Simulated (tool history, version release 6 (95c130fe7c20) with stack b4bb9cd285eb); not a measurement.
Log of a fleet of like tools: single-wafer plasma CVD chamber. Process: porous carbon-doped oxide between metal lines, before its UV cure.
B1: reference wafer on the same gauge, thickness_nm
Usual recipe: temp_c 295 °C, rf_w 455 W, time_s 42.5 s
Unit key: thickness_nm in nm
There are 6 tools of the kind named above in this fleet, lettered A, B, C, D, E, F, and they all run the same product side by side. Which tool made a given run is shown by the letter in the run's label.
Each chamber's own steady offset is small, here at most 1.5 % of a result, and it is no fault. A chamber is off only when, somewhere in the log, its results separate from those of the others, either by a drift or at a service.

{"run": "1F", "hour": 8.8, "temp_c": 295, "rf_w": 455, "time_s": 42.5, "B1": 233.01, "thickness_nm": 220.36}
{"run": "2B", "hour": 15.4, "temp_c": 295, "rf_w": 455, "time_s": 42.5, "B1": 232.97, "thickness_nm": 220.01}
{"run": "3E", "hour": 23.1, "temp_c": 295, "rf_w": 455, "time_s": 42.5, "B1": 233.04, "thickness_nm": 222.22}
{"run": "4C", "hour": 28.0, "temp_c": 295, "rf_w": 455, "time_s": 42.5, "B1": 232.89, "thickness_nm": 219.52}
{"run": "5A", "hour": 34.3, "temp_c": 295, "rf_w": 455, "time_s": 42.5, "B1": 232.83, "thickness_nm": 219.9}
{"run": "6D", "hour": 42.4, "temp_c": 301, "rf_w": 455, "time_s": 45.7, "B1": 232.8, "thickness_nm": 227.84}
{"run": "7F", "hour": 48.2, "temp_c": 301, "rf_w": 455, "time_s": 45.7, "B1": 232.75, "thickness_nm": 228.21}
{"run": "8E", "hour": 54.0, "temp_c": 301, "rf_w": 455, "time_s": 45.7, "B1": 232.71, "thickness_nm": 230.04}
{"run": "9D", "hour": 58.4, "temp_c": 301, "rf_w": 455, "time_s": 45.7, "B1": 232.71, "thickness_nm": 228.03}
{"run": "10C", "hour": 64.3, "temp_c": 301, "rf_w": 455, "time_s": 45.7, "B1": 232.67, "thickness_nm": 228.51}
{"hour": 67.5, "done": "chamber D: RF generator calibrated"}
{"run": "11B", "hour": 72.9, "temp_c": 301, "rf_w": 455, "time_s": 45.7, "B1": 232.56, "thickness_nm": 228.02}
{"run": "12A", "hour": 79.6, "temp_c": 295, "rf_w": 455, "time_s": 42.5, "B1": 232.68, "thickness_nm": 219.4}
{"hour": 79.7, "done": "chamber E: thermocouple changed; heater temperature recalibrated"}
{"run": "13E", "hour": 85.2, "temp_c": 295, "rf_w": 455, "time_s": 42.5, "B1": 232.6, "thickness_nm": 222.7}
{"run": "14A", "hour": 93.0, "temp_c": 295, "rf_w": 455, "time_s": 42.5, "B1": 232.62, "thickness_nm": 220.19}
{"run": "15B", "hour": 97.3, "temp_c": 295, "rf_w": 455, "time_s": 42.5, "B1": 232.56, "thickness_nm": 219.88}
{"run": "16F", "hour": 103.2, "temp_c": 295, "rf_w": 455, "time_s": 42.5, "B1": 232.42, "thickness_nm": 219.49}
{"run": "17D", "hour": 112.4, "temp_c": 295, "rf_w": 455, "time_s": 42.5, "B1": 232.43, "thickness_nm": 219.2}
{"run": "18C", "hour": 122.0, "temp_c": 282, "rf_w": 455, "time_s": 37.6, "B1": 232.32, "thickness_nm": 211.02}
{"run": "19D", "hour": 130.0, "temp_c": 282, "rf_w": 455, "time_s": 37.6, "B1": 232.27, "thickness_nm": 211.0}
{"run": "20A", "hour": 134.9, "temp_c": 282, "rf_w": 455, "time_s": 37.6, "B1": 232.28, "thickness_nm": 210.64}
{"run": "21C", "hour": 142.7, "temp_c": 282, "rf_w": 455, "time_s": 37.6, "B1": 232.31, "thickness_nm": 210.47}
{"run": "22B", "hour": 150.7, "temp_c": 282, "rf_w": 455, "time_s": 37.6, "B1": 232.3, "thickness_nm": 210.99}
{"run": "23F", "hour": 158.8, "temp_c": 282, "rf_w": 455, "time_s": 37.6, "B1": 232.22, "thickness_nm": 210.09}
{"run": "24E", "hour": 163.5, "temp_c": 295, "rf_w": 455, "time_s": 42.5, "B1": 232.25, "thickness_nm": 221.56}
{"run": "25B", "hour": 168.4, "temp_c": 295, "rf_w": 455, "time_s": 42.5, "B1": 232.25, "thickness_nm": 219.33}
{"run": "26A", "hour": 173.3, "temp_c": 295, "rf_w": 455, "time_s": 42.5, "B1": 232.17, "thickness_nm": 219.2}
{"run": "27F", "hour": 181.3, "temp_c": 295, "rf_w": 455, "time_s": 42.5, "B1": 232.11, "thickness_nm": 218.48}
{"hour": 189.4, "done": "chamber C: thermocouple changed; heater temperature recalibrated"}
{"run": "28D", "hour": 189.6, "temp_c": 295, "rf_w": 455, "time_s": 42.5, "B1": 232.01, "thickness_nm": 219.02}
{"run": "29C", "hour": 195.2, "temp_c": 295, "rf_w": 455, "time_s": 42.5, "B1": 232.05, "thickness_nm": 219.39}
{"run": "30E", "hour": 201.1, "temp_c": 295, "rf_w": 505, "time_s": 39.9, "B1": 232.04, "thickness_nm": 223.38}
{"run": "31E", "hour": 208.2, "temp_c": 295, "rf_w": 505, "time_s": 39.9, "B1": 231.95, "thickness_nm": 223.38}
{"run": "32D", "hour": 213.1, "temp_c": 295, "rf_w": 505, "time_s": 39.9, "B1": 231.97, "thickness_nm": 220.5}
{"run": "33F", "hour": 223.2, "temp_c": 295, "rf_w": 505, "time_s": 39.9, "B1": 231.91, "thickness_nm": 220.7}
{"run": "34B", "hour": 228.9, "temp_c": 295, "rf_w": 505, "time_s": 39.9, "B1": 231.83, "thickness_nm": 220.22}
{"run": "35A", "hour": 236.8, "temp_c": 295, "rf_w": 505, "time_s": 39.9, "B1": 231.81, "thickness_nm": 220.62}
{"run": "36C", "hour": 242.6, "temp_c": 295, "rf_w": 455, "time_s": 42.5, "B1": 231.88, "thickness_nm": 219.43}
{"run": "37B", "hour": 249.5, "temp_c": 295, "rf_w": 455, "time_s": 42.5, "B1": 231.82, "thickness_nm": 218.77}
{"run": "38E", "hour": 254.1, "temp_c": 295, "rf_w": 455, "time_s": 42.5, "B1": 231.84, "thickness_nm": 220.75}
{"run": "39D", "hour": 259.4, "temp_c": 295, "rf_w": 455, "time_s": 42.5, "B1": 231.7, "thickness_nm": 218.71}
{"run": "40F", "hour": 265.0, "temp_c": 295, "rf_w": 455, "time_s": 42.5, "B1": 231.67, "thickness_nm": 219.01}
{"run": "41A", "hour": 271.5, "temp_c": 295, "rf_w": 455, "time_s": 42.5, "B1": 231.68, "thickness_nm": 218.22}
{"run": "42C", "hour": 280.1, "temp_c": 295, "rf_w": 455, "time_s": 42.5, "B1": 231.73, "thickness_nm": 218.49}
{"run": "43A", "hour": 287.9, "temp_c": 295, "rf_w": 455, "time_s": 39.5, "B1": 231.57, "thickness_nm": 203.45}
{"hour": 293.1, "done": "chamber E: RF generator calibrated"}
{"run": "44E", "hour": 294.8, "temp_c": 295, "rf_w": 455, "time_s": 39.5, "B1": 231.51, "thickness_nm": 205.46}

Has any chamber moved away from the others, gradually or after a service, or does the common gauge drift, or do the chambers differ only by their own small steady offsets? State the chamber and the most likely cause if one applies.

The shared gauge is drifting. All chambers look as if they move in step, but none is off.
Cause: gauge reads low (%) = 0.644.
